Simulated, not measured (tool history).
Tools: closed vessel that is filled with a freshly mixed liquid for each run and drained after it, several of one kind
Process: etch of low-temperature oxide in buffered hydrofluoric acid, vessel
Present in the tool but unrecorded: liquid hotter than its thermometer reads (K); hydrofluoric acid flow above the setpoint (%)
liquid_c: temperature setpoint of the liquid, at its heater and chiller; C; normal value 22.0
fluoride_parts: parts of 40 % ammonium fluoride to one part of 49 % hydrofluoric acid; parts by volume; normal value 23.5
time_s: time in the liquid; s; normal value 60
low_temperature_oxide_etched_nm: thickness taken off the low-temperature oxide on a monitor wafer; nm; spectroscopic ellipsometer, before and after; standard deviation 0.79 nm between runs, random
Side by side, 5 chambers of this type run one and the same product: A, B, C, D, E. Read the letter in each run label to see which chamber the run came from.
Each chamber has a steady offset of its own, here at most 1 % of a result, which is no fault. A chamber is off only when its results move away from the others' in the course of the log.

run   hour  liquid_c  fluoride_parts  time_s  hours since the thermometer was replaced  hours since the hydrofluoric acid flow meter was replaced  read-back film thickness of the low-temperature oxide reference wafer, read on the same gauge (nm)  low_temperature_oxide_etched_nm
 1C    3.5      22.0            23.5      60                                     627.2                                                      332.5                                                                                              99.993                           98.175
 2A    6.6      22.0            23.5      60                                    1120.4                                                      590.0                                                                                              99.999                           99.236
 3B    9.9      22.0            23.5      60                                    1166.0                                                      664.6                                                                                              99.965                           95.429
 4D   14.0      22.0            23.5      60                                    1883.7                                                      877.8                                                                                             100.010                           98.061
 5E   17.4      22.0            23.5      60                                     502.4                                                     1551.5                                                                                             100.020                           96.700
 6C   19.6      22.0            23.5      60                                     643.3                                                      348.6                                                                                              99.991                           97.077
 7A   22.3      22.0            23.5      60                                    1136.1                                                      605.7                                                                                              99.981                           99.256
 8D   24.4      22.0            23.5      60                                    1894.1                                                      888.2                                                                                             100.020                           98.196
 9E   26.9      20.0            19.5      60                                     511.9                                                     1561.0                                                                                             100.000                           99.448
10B   30.9      20.0            19.5      60                                    1187.0                                                      685.6                                                                                             100.030                          100.230
11C   33.8      20.0            19.5      60                                     657.5                                                      362.8                                                                                             100.000                           99.339
12A   36.5      20.0            19.5      60                                    1150.3                                                      619.9                                                                                             100.030                          100.240
13E   40.8      20.0            19.5      60                                     525.8                                                     1574.9                                                                                             100.020                           99.131
14D   42.8      22.0            23.5      60                                    1912.5                                                      906.6                                                                                              99.979                           97.082
15B   46.2      18.0            29.0      60                                    1202.3                                                      700.9                                                                                              99.995                           67.493
16D   49.3      18.0            29.0      60                                    1919.0                                                      913.1                                                                                              99.990                           67.283
17B   51.3      18.0            29.0      60                                    1207.4                                                      706.0                                                                                              99.992                           68.167
18E   54.8      18.0            29.0      60                                     539.8                                                     1588.9                                                                                             100.000                           66.647
19A   58.8      18.0            29.0      60                                    1172.6                                                      642.2                                                                                             100.010                           68.603
20C   60.7      22.0            23.5      60                                     684.4                                                      389.7                                                                                             100.000                           96.528
21A   64.9      22.0            23.5      60                                    1178.7                                                      648.3                                                                                             100.000                           98.819
22B   67.9      24.5            16.5      60                                    1224.0                                                      722.6                                                                                             100.010                          148.410
23D   71.6      24.5            16.5      60                                    1941.3                                                      935.4                                                                                             100.000                          150.470
24C   73.7      24.5            16.5      60                                     697.4                                                      402.7                                                                                             100.010                          150.610
25E   75.9      24.5            16.5      60                                     560.9                                                     1610.0                                                                                              99.984                          149.060
26C   79.4      24.5            16.5      60                                     703.1                                                      408.4                                                                                              99.997                          151.830
27A   83.1      22.0            23.5      60                                    1196.9                                                      666.5                                                                                              99.983                           99.609
28E   87.0      22.0            23.5      60                                     572.0                                                     1621.1                                                                                              99.983                           96.045
29B   89.6      22.0            23.5      60                                    1245.7                                                      744.3                                                                                              99.979                           97.355
30D   93.6      22.0            23.5      60                                    1963.3                                                      957.4                                                                                              99.999                           98.526
31C   95.5      22.0            23.5      60                                     719.2                                                      424.5                                                                                              99.987                           97.244
32E   97.4      22.0            23.5      60                                     582.4                                                     1631.5                                                                                             100.030                           96.410
33B  100.3      22.0            23.5      60                                    1256.4                                                      755.0                                                                                              99.985                           97.572
34D  102.3      22.0            23.5      60                                    1972.0                                                      966.1                                                                                             100.020                           97.490
35A  105.7      22.0            23.5      60                                    1219.5                                                      689.1                                                                                              99.990                           98.222
36A  108.4      22.0            23.5      60                                    1222.2                                                      691.8                                                                                             100.010                           98.544

One chamber off, gauge drift, or nothing amiss beyond the chambers' own small offsets? If it is a chamber, which one, and what is the likeliest cause?

Beyond each chamber's small constant offset nothing stands out, and the gauge stays steady.
